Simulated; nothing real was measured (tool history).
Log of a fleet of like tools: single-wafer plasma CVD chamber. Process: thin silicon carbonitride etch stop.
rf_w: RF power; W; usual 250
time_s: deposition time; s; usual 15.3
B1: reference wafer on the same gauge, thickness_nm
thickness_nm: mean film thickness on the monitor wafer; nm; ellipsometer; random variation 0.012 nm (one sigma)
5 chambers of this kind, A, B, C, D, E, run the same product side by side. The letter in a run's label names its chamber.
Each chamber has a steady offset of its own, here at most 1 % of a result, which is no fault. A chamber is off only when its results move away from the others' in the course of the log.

{"run": "1D", "day": 0.325, "rf_w": 250, "time_s": 15.3, "B1": 9.4188, "thickness_nm": 9.3936}
{"run": "2E", "day": 0.825, "rf_w": 250, "time_s": 15.3, "B1": 9.42, "thickness_nm": 9.2321}
{"run": "3A", "day": 1.196, "rf_w": 250, "time_s": 15.3, "B1": 9.4171, "thickness_nm": 9.2437}
{"run": "4C", "day": 1.579, "rf_w": 250, "time_s": 15.3, "B1": 9.4127, "thickness_nm": 9.3653}
{"run": "5B", "day": 2.071, "rf_w": 300, "time_s": 17.7, "B1": 9.4121, "thickness_nm": 11.324}
{"run": "6E", "day": 2.308, "rf_w": 300, "time_s": 17.7, "B1": 9.4121, "thickness_nm": 11.291}
{"run": "7A", "day": 2.625, "rf_w": 300, "time_s": 17.7, "B1": 9.4106, "thickness_nm": 11.319}
{"run": "8B", "day": 3.129, "rf_w": 300, "time_s": 17.7, "B1": 9.4063, "thickness_nm": 11.32}
{"run": "9D", "day": 3.608, "rf_w": 300, "time_s": 17.7, "B1": 9.4073, "thickness_nm": 11.461}
{"run": "10C", "day": 4.042, "rf_w": 250, "time_s": 15.3, "B1": 9.4064, "thickness_nm": 9.3804}
{"run": "11E", "day": 4.504, "rf_w": 215, "time_s": 15.3, "B1": 9.4036, "thickness_nm": 8.8118}
{"run": "12C", "day": 4.892, "rf_w": 215, "time_s": 15.3, "B1": 9.402, "thickness_nm": 8.9503}
{"run": "13D", "day": 5.342, "rf_w": 215, "time_s": 15.3, "B1": 9.4016, "thickness_nm": 8.9589}
{"run": "14B", "day": 5.717, "rf_w": 215, "time_s": 15.3, "B1": 9.4022, "thickness_nm": 8.8597}
{"run": "15A", "day": 6.154, "rf_w": 215, "time_s": 15.3, "B1": 9.3997, "thickness_nm": 8.8234}
{"run": "16E", "day": 6.642, "rf_w": 250, "time_s": 15.3, "B1": 9.3996, "thickness_nm": 9.236}
{"run": "17D", "day": 6.925, "rf_w": 205, "time_s": 13.1, "B1": 9.3979, "thickness_nm": 7.5552}
{"run": "18C", "day": 7.3, "rf_w": 205, "time_s": 13.1, "B1": 9.3948, "thickness_nm": 7.5475}
{"run": "19B", "day": 7.571, "rf_w": 205, "time_s": 13.1, "B1": 9.3929, "thickness_nm": 7.4742}
{"run": "20A", "day": 7.871, "rf_w": 205, "time_s": 13.1, "B1": 9.395, "thickness_nm": 7.4475}
{"run": "21D", "day": 8.233, "rf_w": 205, "time_s": 13.1, "B1": 9.3933, "thickness_nm": 7.5481}
{"run": "22A", "day": 8.721, "rf_w": 250, "time_s": 15.3, "B1": 9.39, "thickness_nm": 9.2477}
{"run": "23C", "day": 9.05, "rf_w": 250, "time_s": 15.3, "B1": 9.3891, "thickness_nm": 9.3716}
{"run": "24E", "day": 9.325, "rf_w": 250, "time_s": 15.3, "B1": 9.3906, "thickness_nm": 9.2173}
{"run": "25B", "day": 9.625, "rf_w": 250, "time_s": 15.3, "B1": 9.3891, "thickness_nm": 9.2574}
{"run": "26B", "day": 9.917, "rf_w": 250, "time_s": 15.3, "B1": 9.3876, "thickness_nm": 9.24}
{"run": "27A", "day": 10.288, "rf_w": 250, "time_s": 15.3, "B1": 9.3859, "thickness_nm": 9.2224}
{"run": "28D", "day": 10.55, "rf_w": 250, "time_s": 15.3, "B1": 9.3831, "thickness_nm": 9.3574}
{"run": "29E", "day": 10.962, "rf_w": 250, "time_s": 15.3, "B1": 9.3818, "thickness_nm": 9.2022}
{"run": "30C", "day": 11.308, "rf_w": 250, "time_s": 15.3, "B1": 9.379, "thickness_nm": 9.3686}
{"run": "31E", "day": 11.712, "rf_w": 250, "time_s": 15.3, "B1": 9.3794, "thickness_nm": 9.2165}
{"run": "32A", "day": 11.946, "rf_w": 220, "time_s": 15.3, "B1": 9.381, "thickness_nm": 8.9013}
{"run": "33B", "day": 12.204, "rf_w": 220, "time_s": 15.3, "B1": 9.3791, "thickness_nm": 8.905}
{"run": "34C", "day": 12.617, "rf_w": 220, "time_s": 15.3, "B1": 9.3801, "thickness_nm": 9.0126}
{"run": "35D", "day": 13.112, "rf_w": 220, "time_s": 15.3, "B1": 9.3747, "thickness_nm": 8.9926}
{"run": "36E", "day": 13.6, "rf_w": 220, "time_s": 15.3, "B1": 9.375, "thickness_nm": 8.859}
{"day": 13.729, "done": "chamber D: RF generator calibrated"}
{"run": "37C", "day": 13.833, "rf_w": 250, "time_s": 15.3, "B1": 9.3746, "thickness_nm": 9.3326}
{"run": "38B", "day": 14.225, "rf_w": 250, "time_s": 15.3, "B1": 9.3733, "thickness_nm": 9.2349}
{"run": "39D", "day": 14.667, "rf_w": 250, "time_s": 15.3, "B1": 9.3701, "thickness_nm": 9.3268}

What goes on in this fleet: one chamber off, a drifting gauge, or nothing beyond the chambers' own small offsets? Name the chamber and the cause, if any.

The gauge drifts, so all chambers seem to drift together. No chamber is off.
Cause: gauge reads low (%) = 0.531.
